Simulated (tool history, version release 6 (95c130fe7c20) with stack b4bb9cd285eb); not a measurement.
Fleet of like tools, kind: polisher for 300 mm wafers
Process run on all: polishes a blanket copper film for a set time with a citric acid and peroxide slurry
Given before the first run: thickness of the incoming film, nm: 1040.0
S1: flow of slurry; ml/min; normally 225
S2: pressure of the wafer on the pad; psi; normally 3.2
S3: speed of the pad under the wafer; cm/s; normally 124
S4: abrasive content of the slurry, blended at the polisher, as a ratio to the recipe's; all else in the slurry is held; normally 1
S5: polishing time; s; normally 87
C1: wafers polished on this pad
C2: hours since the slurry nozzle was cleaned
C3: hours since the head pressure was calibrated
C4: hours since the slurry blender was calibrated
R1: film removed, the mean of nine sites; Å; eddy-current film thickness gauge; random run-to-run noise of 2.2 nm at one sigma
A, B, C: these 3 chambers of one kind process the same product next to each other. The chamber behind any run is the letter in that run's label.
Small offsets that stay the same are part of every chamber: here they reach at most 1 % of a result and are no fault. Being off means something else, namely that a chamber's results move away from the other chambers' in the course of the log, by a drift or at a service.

-- day=0.446 chamber B: slurry nozzle cleaned
run 1B day=0.504 | S1=225 S2=3.2 S3=124 S4=1 S5=87 | C1=887 C2=1.4 C3=387.7 C4=14.4 | R1=2592.8
-- day=0.792 chamber A: worn pad replaced by a new one
run 2C day=0.833 | S1=225 S2=3.2 S3=124 S4=1 S5=87 | C1=601 C2=187.8 C3=219.6 C4=184.1 | R1=2628.4
run 3A day=1.083 | S1=225 S2=3.2 S3=124 S4=1 S5=87 | C1=80 C2=535.8 C3=507.6 C4=39.7 | R1=2549.7
-- day=1.15 chamber C: worn pad replaced by a new one
run 4B day=1.354 | S1=225 S2=3.2 S3=124 S4=1 S5=87 | C1=1120 C2=21.8 C3=408.1 C4=34.8 | R1=2578.3
-- day=1.483 chamber B: worn pad replaced by a new one
run 5A day=1.754 | S1=225 S2=3.2 S3=124 S4=1 S5=87 | C1=263 C2=551.9 C3=523.7 C4=55.8 | R1=2564.7
run 6C day=2.242 | S1=225 S2=3.2 S3=124 S4=1 S5=87 | C1=299 C2=221.6 C3=253.4 C4=217.9 | R1=2597.3
run 7B day=2.546 | S1=225 S2=3.2 S3=124 S4=1 S5=87 | C1=290 C2=50.4 C3=436.7 C4=63.4 | R1=2572.8
run 8C day=2.971 | S1=225 S2=3.2 S3=124 S4=1 S5=87 | C1=498 C2=239.1 C3=270.9 C4=235.4 | R1=2562.6
run 9A day=3.296 | S1=225 S2=3.2 S3=124 S4=1 S5=87 | C1=685 C2=588.9 C3=560.7 C4=92.8 | R1=2550.4
run 10B day=3.679 | S1=225 S2=3.2 S3=124 S4=1 S5=87 | C1=600 C2=77.6 C3=463.9 C4=90.6 | R1=2502.1
-- day=3.908 chamber C: worn pad replaced by a new one
run 11A day=4.021 | S1=225 S2=3.2 S3=124 S4=1 S5=87 | C1=883 C2=606.3 C3=578.1 C4=110.2 | R1=2591.6
run 12C day=4.488 | S1=225 S2=3.2 S3=124 S4=1 S5=87 | C1=159 C2=275.5 C3=307.3 C4=271.8 | R1=2621.9
run 13A day=4.808 | S1=225 S2=3.2 S3=124 S4=1 S5=87 | C1=1098 C2=625.2 C3=597 C4=129.1 | R1=2586.5
run 14B day=5.046 | S1=225 S2=3.2 S3=124 S4=1 S5=87 | C1=974 C2=110.4 C3=496.7 C4=123.4 | R1=2500.1
run 15C day=5.288 | S1=225 S2=3.2 S3=124 S4=1 S5=87 | C1=378 C2=294.7 C3=326.5 C4=291 | R1=2583.5
run 16B day=5.683 | S1=225 S2=3.2 S3=124 S4=1 S5=87 | C1=1148 C2=125.7 C3=512 C4=138.7 | R1=2460.1
-- day=5.788 chamber B: worn pad replaced by a new one
run 17C day=6.083 | S1=225 S2=3.2 S3=124 S4=1 S5=87 | C1=595 C2=313.8 C3=345.6 C4=310.1 | R1=2557.8
-- day=6.208 chamber C: worn pad replaced by a new one
-- day=6.317 chamber B: slurry blender recalibrated
-- day=6.521 chamber C: head pressure recalibrated
run 18A day=6.521 | S1=225 S2=3.2 S3=124 S4=1 S5=87 | C1=1567 C2=666.3 C3=638.1 C4=170.2 | R1=2551.2
-- day=6.592 chamber A: worn pad replaced by a new one
run 19C day=7 | S1=225 S2=3.2 S3=124 S4=1 S5=87 | C1=217 C2=335.8 C3=11.6 C4=332.1 | R1=2529.4
run 20A day=7.325 | S1=225 S2=3.2 S3=124 S4=1 S5=87 | C1=201 C2=685.6 C3=657.4 C4=189.5 | R1=2518.6
run 21B day=7.558 | S1=225 S2=4.2 S3=124 S4=0.7 S5=87 | C1=484 C2=170.7 C3=557 C4=29.8 | R1=2952.4
run 22C day=8.067 | S1=225 S2=4.2 S3=124 S4=0.7 S5=87 | C1=509 C2=361.4 C3=37.2 C4=357.7 | R1=3160.6
-- day=8.4 chamber C: worn pad replaced by a new one
run 23A day=8.525 | S1=225 S2=4.2 S3=124 S4=0.7 S5=87 | C1=529 C2=714.4 C3=686.2 C4=218.3 | R1=3102.6
run 24B day=8.992 | S1=225 S2=3.2 S3=124 S4=1 S5=87 | C1=876 C2=205.1 C3=591.4 C4=64.2 | R1=2395.8
-- day=9.096 chamber B: worn pad replaced by a new one
run 25C day=9.408 | S1=225 S2=3.2 S3=124 S4=1 S5=87 | C1=276 C2=393.6 C3=69.4 C4=389.9 | R1=2589.4
run 26B day=9.679 | S1=225 S2=3.2 S3=124 S4=1 S5=87 | C1=159 C2=221.6 C3=607.9 C4=80.7 | R1=2394.1
-- day=9.962 chamber A: slurry blender recalibrated
run 27A day=10.042 | S1=225 S2=3.2 S3=124 S4=1 S5=87 | C1=944 C2=750.8 C3=722.6 C4=1.9 | R1=2563
-- day=10.246 chamber A: slurry nozzle cleaned
run 28C day=10.429 | S1=225 S2=3.2 S3=124 S4=1 S5=87 | C1=556 C2=418.1 C3=93.9 C4=414.4 | R1=2569.1
run 29A day=10.783 | S1=225 S2=3.2 S3=124 S4=1 S5=87 | C1=1147 C2=12.9 C3=740.4 C4=19.7 | R1=2532.8
run 30B day=11.133 | S1=225 S2=3.2 S3=124 S4=1 S5=87 | C1=557 C2=256.5 C3=642.8 C4=115.6 | R1=2309.8
run 31A day=11.629 | S1=225 S2=3.2 S3=124 S4=1 S5=87 | C1=1378 C2=33.2 C3=760.7 C4=40 | R1=2571.7
-- day=11.671 chamber B: slurry nozzle cleaned
run 32B day=12.112 | S1=225 S2=3.2 S3=124 S4=1 S5=87 | C1=825 C2=10.7 C3=666.3 C4=139.1 | R1=2309.2

Next, every chamber runs the same settings. What will each give?
run 33A day=12.483 | S1=225 S2=3.2 S3=124 S4=1 S5=87 | R1=?
run 33B day=12.483 | S1=225 S2=3.2 S3=124 S4=1 S5=87 | R1=?
run 33C day=12.483 | S1=225 S2=3.2 S3=124 S4=1 S5=87 | R1=?

run=33A R1=2517.9
run=33B R1=2297.6
run=33C R1=2551.6
